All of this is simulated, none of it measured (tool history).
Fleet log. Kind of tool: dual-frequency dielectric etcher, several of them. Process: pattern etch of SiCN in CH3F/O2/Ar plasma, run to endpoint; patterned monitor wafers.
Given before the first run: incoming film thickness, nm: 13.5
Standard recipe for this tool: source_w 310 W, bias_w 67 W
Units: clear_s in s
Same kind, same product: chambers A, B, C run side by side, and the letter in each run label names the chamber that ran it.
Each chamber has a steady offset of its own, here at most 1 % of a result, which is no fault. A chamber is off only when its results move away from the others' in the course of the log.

run,day,source_w,bias_w,hours since the last wet clean,hours since the last source power generator calibration,hours since the last bias power generator calibration,clear_s
1A,0.250,310,67,444.1,1278.2,388.4,40.685
2C,0.404,310,67,44.0,1846.7,418.4,40.545
3B,0.675,310,67,587.9,866.7,3058.0,40.689
4C,0.938,310,67,56.8,1859.5,431.2,39.824
5B,1.075,310,67,597.5,876.3,3067.6,40.337
6A,1.242,310,67,467.9,1302.0,412.2,40.677
7B,1.417,310,67,605.7,884.5,3075.8,41.157
8C,1.579,310,67,72.2,1874.9,446.6,40.634
9A,1.779,360,61,480.8,1314.9,425.1,39.285
10A,1.904,360,61,483.8,1317.9,428.1,39.534
11C,2.158,360,61,86.1,1888.8,460.5,39.115
12B,2.425,310,67,629.9,908.7,3100.0,40.611
13A,2.667,310,67,502.1,1336.2,446.4,39.740
14C,2.942,310,67,104.9,1907.6,479.3,40.378
15B,3.150,310,67,647.3,926.1,3117.4,40.407
16A,3.317,310,67,517.7,1351.8,462.0,39.961
17B,3.525,350,82,656.3,935.1,3126.4,36.220
18C,3.738,350,82,124.0,1926.7,498.4,35.886
19C,3.871,350,82,127.2,1929.9,501.6,35.672
20B,4.125,310,67,670.7,949.5,3140.8,40.662

Read the log: is a single chamber off, either drifting away or since a service, is the gauge that measures every chamber drifting, or is nothing wrong beyond small per-chamber offsets? Name any odd chamber and what most likely caused it.

Little by little, chamber A moves away from the other chambers.
Most likely cause: etch rate over this chamber's usual, % = 4.26.

Chamber A could run next with any of the 4 candidate recipes listed below; each alters the usual settings, and their results appear as question marks. Which one brings its results back in line with what the other chambers deliver on the usual settings?
In-line tolerance around the mean of the other chambers on the usual settings: clear_s 0.790 s
21A-1,4.325,310,60,,,,?
21A-2,4.325,310,74,,,,?
21A-3,4.325,280,60,,,,?
21A-4,4.325,340,74,,,,?

Average result of the remaining chambers running the usual settings: clear_s 40.570 s
run,clear_s
21A-1,40.627
21A-2,37.694
21A-3,42.196
21A-4,36.434
21A-1 brings the chamber back in line.
